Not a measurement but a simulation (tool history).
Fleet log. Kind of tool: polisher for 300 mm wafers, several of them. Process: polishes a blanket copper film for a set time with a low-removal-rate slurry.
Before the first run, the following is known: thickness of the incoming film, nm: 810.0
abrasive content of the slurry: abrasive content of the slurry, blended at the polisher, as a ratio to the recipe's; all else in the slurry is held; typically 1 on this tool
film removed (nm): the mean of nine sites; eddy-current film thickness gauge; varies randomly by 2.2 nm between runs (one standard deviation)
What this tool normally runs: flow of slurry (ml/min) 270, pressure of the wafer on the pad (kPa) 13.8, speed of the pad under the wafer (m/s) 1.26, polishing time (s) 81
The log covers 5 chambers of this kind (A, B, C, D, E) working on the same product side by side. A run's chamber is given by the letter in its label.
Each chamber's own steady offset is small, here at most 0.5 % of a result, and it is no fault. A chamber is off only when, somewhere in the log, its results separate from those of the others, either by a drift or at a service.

run	hour	flow of slurry (ml/min)	pressure of the wafer on the pad (kPa)	speed of the pad under the wafer (m/s)	abrasive content of the slurry	polishing time (s)	film removed (nm)
# hour 3.5: chamber A: worn pad replaced by a new one
# hour 5.7: chamber C: slurry nozzle cleaned
1E	7.6	270	13.8	1.26	1	81	192.74
2A	13.4	270	13.8	1.26	1	81	192.83
# hour 16.4: chamber C: slurry blender recalibrated
3C	19.0	270	13.8	1.26	1	81	192.91
4B	25.8	270	13.8	1.26	1	81	192.95
5D	31.6	270	13.8	1.26	1	81	192.21
# hour 32.1: chamber E: worn pad replaced by a new one
6A	36.5	270	13.8	1.26	1	81	194.98
# hour 37.0: chamber B: worn pad replaced by a new one
7D	41.0	270	13.8	1.26	1	81	195.05
8B	44.5	270	13.8	1.26	1	81	191.83
9C	51.9	270	13.8	1.26	1	81	188.92
10E	58.1	270	13.8	1.26	1	81	195.40
11E	63.8	270	13.8	1.26	1	81	192.84
# hour 68.8: chamber E: slurry blender recalibrated
12B	70.3	270	13.8	1.26	1	81	197.14
13D	76.0	195	13.8	1.26	1	81	188.91
14C	83.5	195	13.8	1.26	1	81	183.78
15A	91.0	195	13.8	1.26	1	81	182.84
# hour 92.3: chamber A: worn pad replaced by a new one
# hour 93.6: chamber D: worn pad replaced by a new one
16C	96.7	195	13.8	1.26	1	81	185.72
# hour 99.1: chamber C: worn pad replaced by a new one
17E	103.2	195	13.8	1.26	1	81	187.23
# hour 105.5: chamber E: worn pad replaced by a new one
18A	111.1	270	16.5	1.26	1	81	231.61
19D	118.5	270	16.5	1.26	1	81	232.07
20B	126.1	270	16.5	1.26	1	81	233.10
21C	131.3	270	16.5	1.26	1	81	230.29
# hour 131.8: chamber B: worn pad replaced by a new one
22B	136.8	270	16.5	1.26	1	81	232.06
# hour 142.7: chamber C: slurry blender recalibrated
23E	144.6	270	13.8	1.26	1	81	191.68
24D	148.4	270	13.8	1.26	1	81	194.81
25A	154.3	270	13.8	1.26	1	81	193.47
26B	160.9	315	15.9	1.26	1	81	225.26
27A	167.9	315	15.9	1.26	1	81	224.11
28D	173.2	315	15.9	1.26	1	81	223.00
# hour 175.1: chamber E: slurry nozzle cleaned
29E	178.0	315	15.9	1.26	1	81	224.84
30C	185.6	315	15.9	1.26	1	81	224.67
# hour 189.2: chamber E: worn pad replaced by a new one
31D	191.3	200	15.9	1.26	1	81	220.37
# hour 194.4: chamber A: worn pad replaced by a new one
32B	196.0	200	15.9	1.26	1	81	215.79
33A	202.0	200	15.9	1.26	1	81	210.92
34E	208.9	200	15.9	1.26	1	81	217.70
35C	214.4	200	15.9	1.26	1	81	209.24
36E	222.4	270	13.8	1.26	1	81	194.48

Does one chamber stand apart from the rest, does the shared gauge drift, or is all well apart from small per-chamber offsets? Give the chamber and the most likely cause, where there is one.

The fleet is healthy, with each chamber sitting at its usual small offset and no drift in the gauge.
